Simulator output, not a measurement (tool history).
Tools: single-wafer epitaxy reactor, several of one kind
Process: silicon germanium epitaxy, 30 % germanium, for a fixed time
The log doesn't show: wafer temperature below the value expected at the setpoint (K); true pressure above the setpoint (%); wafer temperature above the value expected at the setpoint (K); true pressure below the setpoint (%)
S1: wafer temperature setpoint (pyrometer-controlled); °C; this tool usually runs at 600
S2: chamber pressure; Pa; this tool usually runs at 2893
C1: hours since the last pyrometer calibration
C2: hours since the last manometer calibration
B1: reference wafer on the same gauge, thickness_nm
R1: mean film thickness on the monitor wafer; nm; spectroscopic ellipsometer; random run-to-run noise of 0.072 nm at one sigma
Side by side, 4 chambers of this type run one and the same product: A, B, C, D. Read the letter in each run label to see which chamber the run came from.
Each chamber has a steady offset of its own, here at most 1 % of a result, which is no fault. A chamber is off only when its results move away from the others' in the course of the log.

run	day	S1	S2	C1	C2	B1	R1
1A	0.433	600	2893	1473.7	251.3	51.001	60.42
2D	0.792	600	2893	547.4	1543.4	50.993	61.688
3C	1.217	600	2893	2100.4	1377.1	50.983	60.922
4B	1.658	600	2893	699.1	2104.8	50.97	60.863
5C	1.888	594	2346	2116.5	1393.2	50.962	50.145
6B	2.254	594	2346	713.4	2119.1	50.959	49.953
7A	2.638	594	2346	1526.6	304.2	50.953	49.664
8D	2.875	594	2346	597.4	1593.4	50.94	50.86
9D	3.121	600	2893	603.3	1599.3	50.936	61.454
10B	3.492	600	2893	743.1	2148.8	50.934	60.864
11A	3.742	600	2893	1553.1	330.7	50.938	60.347
12C	4.071	600	2893	2168.9	1445.6	50.909	60.84
13C	4.371	600	2893	2176.1	1452.8	50.924	60.587
14B	4.762	600	2893	773.6	2179.3	50.917	60.925
15A	5.1	610	3533	1585.7	363.3	50.91	78.47
16D	5.367	610	3533	657.2	1653.2	50.897	79.148
17C	5.75	610	3533	2209.2	1485.9	50.878	78.748
18B	6.021	610	3533	803.8	2209.5	50.895	79.408
19A	6.25	600	2893	1613.3	390.9	50.884	60.367
20D	6.458	592	3480	683.4	1679.4	50.883	56.971
21D	6.779	592	3480	691.1	1687.1	50.884	56.993
22A	7.096	592	3480	1633.6	411.2	50.88	55.999
23C	7.342	592	3480	2247.4	1524.1	50.868	56.465
24B	7.642	600	2893	842.7	2248.4	50.869	60.79
25C	7.962	586	3280	2262.3	1539	50.859	49.151
26A	8.3	586	3280	1662.5	440.1	50.856	48.737
27D	8.696	586	3280	737.1	1733.1	50.845	49.841
28B	9.046	586	3280	876.4	2282.1	50.849	49.138
29D	9.412	600	2893	754.3	1750.3	50.84	61.459
30B	9.721	589	2506	892.6	2298.3	50.83	46.707
31C	10.138	589	2506	2314.5	1591.2	50.829	46.734
32A	10.412	589	2506	1713.2	490.8	50.824	46.35
33A	10.612	589	2506	1718	495.6	50.82	46.301
34D	10.967	600	2893	791.6	1787.6	50.804	61.253
35B	11.212	600	2893	928.4	2334.1	50.804	60.938
36C	11.654	600	2893	2350.9	1627.6	50.799	60.577
37C	11.992	600	2893	2359	1635.7	50.784	60.464
38A	12.367	600	2893	1760.1	537.7	50.78	60.214
39D	12.679	600	2893	832.7	1828.7	50.776	61.227
40B	13.062	600	2893	972.8	2378.5	50.761	60.835
41B	13.308	600	2893	978.7	2384.4	50.763	60.701
42D	13.646	600	2893	855.9	1851.9	50.765	61.251

Is one chamber off against the others, does the gauge drift, or is nothing wrong? If a chamber is off, say which, and what the likeliest cause is.

None of the chambers is off. What moves is the gauge, dragging all their readings along together.
Most likely cause: gauge reads low (%) = 0.487.

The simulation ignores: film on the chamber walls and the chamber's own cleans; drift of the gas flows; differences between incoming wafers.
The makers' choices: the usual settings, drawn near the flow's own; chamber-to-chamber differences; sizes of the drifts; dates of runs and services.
